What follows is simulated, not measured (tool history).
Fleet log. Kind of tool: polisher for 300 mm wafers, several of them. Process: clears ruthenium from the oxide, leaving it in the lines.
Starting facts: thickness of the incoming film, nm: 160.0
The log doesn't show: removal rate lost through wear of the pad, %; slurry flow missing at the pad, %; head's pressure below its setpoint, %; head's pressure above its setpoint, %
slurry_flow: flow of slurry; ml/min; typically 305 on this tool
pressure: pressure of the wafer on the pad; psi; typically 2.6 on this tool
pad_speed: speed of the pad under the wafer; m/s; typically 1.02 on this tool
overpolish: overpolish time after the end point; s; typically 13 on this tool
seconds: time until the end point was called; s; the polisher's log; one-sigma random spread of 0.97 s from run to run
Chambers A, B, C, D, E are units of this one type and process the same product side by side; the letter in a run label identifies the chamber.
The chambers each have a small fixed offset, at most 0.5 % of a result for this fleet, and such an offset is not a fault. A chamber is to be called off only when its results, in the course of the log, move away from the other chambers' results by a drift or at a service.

run,hour,slurry_flow,pressure,pad_speed,overpolish,wafers polished on this pad,hours since the slurry nozzle was cleaned,hours since the head pressure was calibrated,seconds
1E,9.1,305,2.6,1.02,13,660,289,1024.3,110.45
2A,16.4,305,2.6,1.02,13,1221,380.5,838.3,108.45
3C,29.7,305,2.6,1.02,13,531,310.9,443,108.23
# hour 34.5: chamber A: worn pad replaced by a new one
4D,40.3,305,2.6,1.02,13,731,87.5,923.7,107.24
# hour 46.9: chamber D: head pressure recalibrated
5B,51.3,305,2,1.02,13,451,550.4,1117.2,142.42
6B,62.7,305,2,1.02,13,530,561.8,1128.6,141
# hour 66.7: chamber D: worn pad replaced by a new one
# hour 69: chamber B: slurry nozzle cleaned
7E,71.7,305,2,1.02,13,1093,351.6,1086.9,139.32
# hour 75.2: chamber C: worn pad replaced by a new one
# hour 77.4: chamber E: worn pad replaced by a new one
8D,81,305,2,1.02,13,98,128.2,34.2,141.68
# hour 85.1: chamber B: worn pad replaced by a new one
9C,93.1,305,2,1.02,13,124,374.3,506.4,139.98
10A,100.4,305,2.6,1.02,13,456,464.5,922.3,107.86
11A,108.3,305,2.6,1.02,13,510,472.4,930.2,108.94
12D,116.3,405,2.6,1.02,13,343,163.5,69.5,105.27
# hour 119.1: chamber E: slurry nozzle cleaned
13B,126.7,405,2.6,1.02,13,287,57.7,1192.6,106.71
14E,135.8,405,2.6,1.02,13,404,16.8,1151,105.6
15C,143.5,405,2.6,1.02,13,472,424.7,556.8,105.59
16B,153.6,405,2.6,1.02,13,473,84.6,1219.5,105.05
17D,165.6,305,3.2,0.76,13,684,212.8,118.8,119.39
# hour 173.1: chamber C: worn pad replaced by a new one
18E,179.8,305,3.2,0.76,13,708,60.8,1195,121.15
# hour 181.5: chamber E: head pressure recalibrated
19C,190.6,305,3.2,0.76,13,121,471.8,603.9,117.4
20A,199.3,305,3.2,0.76,13,1140,563.4,1021.2,117.55
21A,206,305,3.2,0.76,13,1186,570.1,1027.9,116.88
# hour 210.9: chamber A: worn pad replaced by a new one
# hour 213.4: chamber B: worn pad replaced by a new one
# hour 214: chamber E: worn pad replaced by a new one
22D,215.7,305,2.6,1.02,13,1030,262.9,168.9,107.47
23C,224.6,305,2.6,1.02,13,356,505.8,637.9,108.9
24E,231.4,305,2.6,1.02,13,120,112.4,49.9,108.21
# hour 235.5: chamber D: worn pad replaced by a new one
# hour 237.8: chamber A: head pressure recalibrated
25B,243.4,305,2.6,1.02,13,208,174.4,1309.3,109.69
26A,250,305,2.6,1.02,13,270,614.1,12.2,116.2
27B,259.8,305,2.6,1.02,13,321,190.8,1325.7,108.59
28E,267.6,305,2.6,1.02,13,371,148.6,86.1,110.05
29D,278,305,2.6,1.02,13,294,325.2,231.2,109.21
30C,289.5,255,2.6,1.2,13,805,570.7,702.8,94.108
31A,296.4,255,2.6,1.2,13,591,660.5,58.6,102.69
# hour 302: chamber C: worn pad replaced by a new one
32C,303.9,255,2.6,1.2,13,13,585.1,717.2,94.017
33B,316.6,255,2.6,1.2,13,714,247.6,1382.5,95.873
34D,324.3,255,2.6,1.2,13,614,371.5,277.5,93.081
35E,337.8,305,2.6,1.02,13,856,218.8,156.3,108.84
# hour 338.8: chamber B: worn pad replaced by a new one
36A,345.2,305,2.6,1.02,13,929,709.3,107.4,116.42
# hour 346: chamber A: slurry nozzle cleaned
37D,354.8,305,2.6,1.02,13,825,402,308,108.05
38B,365.4,375,2.6,1.02,13,184,296.4,1431.3,108.07
# hour 366.6: chamber D: worn pad replaced by a new one
39E,376.1,375,2.6,1.02,13,1121,257.1,194.6,106.06
40C,389,375,2.6,1.02,13,602,670.2,802.3,107.06
41A,397.1,375,2.6,1.02,13,1288,51.1,159.3,116.31
42D,410.8,375,2.6,1.02,13,306,458,364,106.21

Next, all 5 chambers run the settings below, one line each with question marks for the results. What does each chamber give?
43A,421.2,305,2.6,1.02,13,,,,?
43B,421.2,305,2.6,1.02,13,,,,?
43C,421.2,305,2.6,1.02,13,,,,?
43D,421.2,305,2.6,1.02,13,,,,?
43E,421.2,305,2.6,1.02,13,,,,?

run,seconds
43A,115.44
43B,109.91
43C,108.07
43D,109.22
43E,109.15
